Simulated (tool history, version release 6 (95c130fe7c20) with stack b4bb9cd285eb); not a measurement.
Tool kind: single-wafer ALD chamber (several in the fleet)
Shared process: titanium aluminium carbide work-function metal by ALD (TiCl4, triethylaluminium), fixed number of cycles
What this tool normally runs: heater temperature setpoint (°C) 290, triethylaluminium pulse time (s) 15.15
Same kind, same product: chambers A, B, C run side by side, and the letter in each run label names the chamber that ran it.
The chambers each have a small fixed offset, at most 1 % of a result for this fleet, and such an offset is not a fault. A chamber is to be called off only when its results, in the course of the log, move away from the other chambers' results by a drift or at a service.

run    day  heater temperature setpoint (°C)  triethylaluminium pulse time (s)  hours since the last thermocouple change  hours since the last triethylaluminium bottle change  read-back reference wafer on the same gauge, thickness_nm  mean film thickness on the monitor wafer (Å)
 1A  0.142                               290                             15.15                                    1742.4                                                   444                                                     1.7597                                        19.602
 2C  0.271                               290                             15.15                                     546.1                                                 269.4                                                     1.7582                                        19.837
 3B  0.388                               290                             15.15                                     595.8                                                 401.4                                                     1.7591                                        19.585
 4B  0.538                               290                             15.15                                     599.4                                                   405                                                      1.758                                        19.674
 5A  0.679                               278                             15.15                                    1755.3                                                 456.9                                                     1.7581                                        18.546
 6C  0.842                               278                             15.15                                     559.8                                                 283.1                                                     1.7584                                        18.692
 7A  0.929                               278                             15.15                                    1761.3                                                 462.9                                                     1.7574                                        18.578
 8C  1.117                               290                             15.15                                     566.4                                                 289.7                                                     1.7572                                        19.777
 9B  1.283                               290                             15.15                                     617.3                                                 422.9                                                     1.7559                                        19.625
10B  1.471                               290                             15.15                                     621.8                                                 427.4                                                     1.7563                                        19.586
11A  1.571                               284                             11.17                                    1776.7                                                 478.3                                                     1.7557                                        18.805
12C  1.654                               284                             11.17                                     579.3                                                 302.6                                                     1.7555                                        18.852
13C  1.758                               284                             11.17                                     581.8                                                 305.1                                                     1.7563                                        18.892
14B  1.942                               275                             11.75                                     633.1                                                 438.7                                                     1.7553                                        18.027
15A  2.038                               275                             11.75                                    1787.9                                                 489.5                                                     1.7549                                        18.072
16B  2.171                               275                             11.75                                     638.6                                                 444.2                                                     1.7545                                         18.09
17C  2.358                               290                             15.15                                     596.2                                                 319.5                                                     1.7549                                        19.737
18A  2.542                               290                             15.15                                      1800                                                 501.6                                                     1.7525                                        19.588
19B  2.692                               290                             15.15                                     651.1                                                 456.7                                                     1.7525                                        19.561
20A  2.858                               290                             15.15                                    1807.6                                                 509.2                                                      1.752                                        19.641
21C  2.996                               290                             15.15                                     611.5                                                 334.8                                                      1.752                                        19.673
22A  3.183                               290                             15.15                                    1815.4                                                   517                                                     1.7521                                        19.564
23B  3.304                               290                             15.15                                     665.8                                                 471.4                                                     1.7509                                        19.531
24C  3.446                               290                             15.15                                     622.3                                                 345.6                                                      1.751                                         19.69
25C  3.604                               290                             15.15                                     626.1                                                 349.4                                                     1.7506                                        19.691
26A  3.779                               290                             15.15                                    1829.7                                                 531.3                                                       1.75                                        19.555
27B  3.979                               290                             15.15                                       682                                                 487.6                                                     1.7496                                         19.51
28B  4.112                               290                             15.15                                     685.2                                                 490.8                                                     1.7491                                        19.508
29C    4.2                               304                             15.15                                     640.4                                                 363.7                                                     1.7479                                        20.929
30A  4.338                               304                             15.15                                    1843.1                                                 544.7                                                     1.7488                                        20.834

Has any chamber moved away from the others, gradually or after a service, or does the common gauge drift, or do the chambers differ only by their own small steady offsets? State the chamber and the most likely cause if one applies.

The shared gauge is drifting. All chambers look as if they move in step, but none is off.
Most likely cause: gauge reads low (%) = 0.674.
